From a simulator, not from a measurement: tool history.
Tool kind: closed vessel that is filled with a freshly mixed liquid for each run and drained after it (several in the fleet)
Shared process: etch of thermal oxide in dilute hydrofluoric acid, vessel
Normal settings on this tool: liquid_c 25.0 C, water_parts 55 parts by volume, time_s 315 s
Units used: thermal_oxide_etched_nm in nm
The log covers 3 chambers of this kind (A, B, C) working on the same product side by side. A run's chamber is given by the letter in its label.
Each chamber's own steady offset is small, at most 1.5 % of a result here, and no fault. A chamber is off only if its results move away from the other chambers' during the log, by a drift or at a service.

| run | hour | liquid_c | water_parts | time_s | hours since the thermometer was replaced | hours since the hydrofluoric acid flow meter was replaced | read-back film thickness of the thermal oxide reference wafer, read on the same gauge (nm) | thermal_oxide_etched_nm |
|---|---|---|---|---|---|---|---|---|
| 1B | 2.7 | 25.0 | 55 | 315 | 832.7 | 492.8 | 140.00 | 28.161 |
| 2C | 7.1 | 25.0 | 55 | 315 | 866.2 | 1338.9 | 140.01 | 28.822 |
| 3A | 9.7 | 25.0 | 55 | 315 | 1726.1 | 1268.8 | 139.97 | 28.533 |
| 4A | 14.3 | 25.0 | 55 | 315 | 1730.7 | 1273.4 | 139.99 | 29.302 |
| 5C | 17.3 | 27.0 | 55 | 190 | 876.4 | 1349.1 | 139.98 | 19.314 |
| 6B | 21.1 | 27.0 | 55 | 190 | 851.1 | 511.2 | 140.02 | 18.702 |
| 7A | 23.4 | 27.0 | 55 | 190 | 1739.8 | 1282.5 | 139.98 | 18.991 |
| 8C | 25.6 | 22.5 | 30 | 315 | 884.7 | 1357.4 | 140.01 | 50.081 |
| 9B | 29.8 | 22.5 | 30 | 315 | 859.8 | 519.9 | 140.01 | 48.198 |
| 10B | 34.8 | 22.5 | 30 | 315 | 864.8 | 524.9 | 140.02 | 48.693 |
| 11C | 37.6 | 25.0 | 55 | 315 | 896.7 | 1369.4 | 140.00 | 29.001 |
| 12A | 41.4 | 25.0 | 55 | 315 | 1757.8 | 1300.5 | 140.00 | 29.725 |
| 13B | 45.6 | 25.0 | 55 | 315 | 875.6 | 535.7 | 139.96 | 28.959 |
| 14C | 50.4 | 23.0 | 55 | 245 | 909.5 | 1382.2 | 139.94 | 20.934 |
| 15A | 52.8 | 23.0 | 55 | 245 | 1769.2 | 1311.9 | 140.01 | 21.482 |
| 16C | 55.1 | 23.0 | 55 | 245 | 914.2 | 1386.9 | 139.99 | 20.688 |
| 17B | 59.8 | 25.0 | 55 | 315 | 889.8 | 549.9 | 140.02 | 28.535 |
| 18A | 62.6 | 25.0 | 55 | 315 | 1779.0 | 1321.7 | 140.00 | 29.816 |
| 19A | 66.0 | 25.0 | 55 | 315 | 1782.4 | 1325.1 | 140.03 | 30.434 |
| 20B | 69.4 | 25.0 | 55 | 315 | 899.4 | 559.5 | 140.00 | 28.579 |
| 21C | 73.3 | 25.0 | 55 | 315 | 932.4 | 1405.1 | 139.98 | 29.155 |

Is one chamber off against the others, does the gauge drift, or is nothing wrong? If a chamber is off, say which, and what the likeliest cause is.

One chamber, A, drifts off from the rest bit by bit.
Most likely cause: hydrofluoric acid flow above the setpoint (%) = 5.64.
Not necessarily distinguishable in this log from: liquid hotter than its thermometer reads (K).

Below are 4 candidate recipes for chamber A's next run, each the usual settings with a change, their results shown as question marks. Which of them brings A's results back in line with what the other chambers give on the usual settings?
In line here means within this much of the mean the other chambers give on the usual settings: thermal_oxide_etched_nm 0.810 nm
| 22A-1 | 77.0 | 24.5 | 55 | 285 |  |  |  | ? |
| 22A-2 | 77.0 | 25.0 | 55 | 335 |  |  |  | ? |
| 22A-3 | 77.0 | 25.0 | 55 | 300 |  |  |  | ? |
| 22A-4 | 77.0 | 25.5 | 55 | 345 |  |  |  | ? |

Other chambers, usual settings, mean: thermal_oxide_etched_nm 28.781 nm
| run | thermal_oxide_etched_nm |
|---|---|
| 22A-1 | 27.125 |
| 22A-2 | 32.542 |
| 22A-3 | 29.142 |
| 22A-4 | 34.202 |
The right change is 22A-3: it brings the chamber back within the allowed miss of the others.
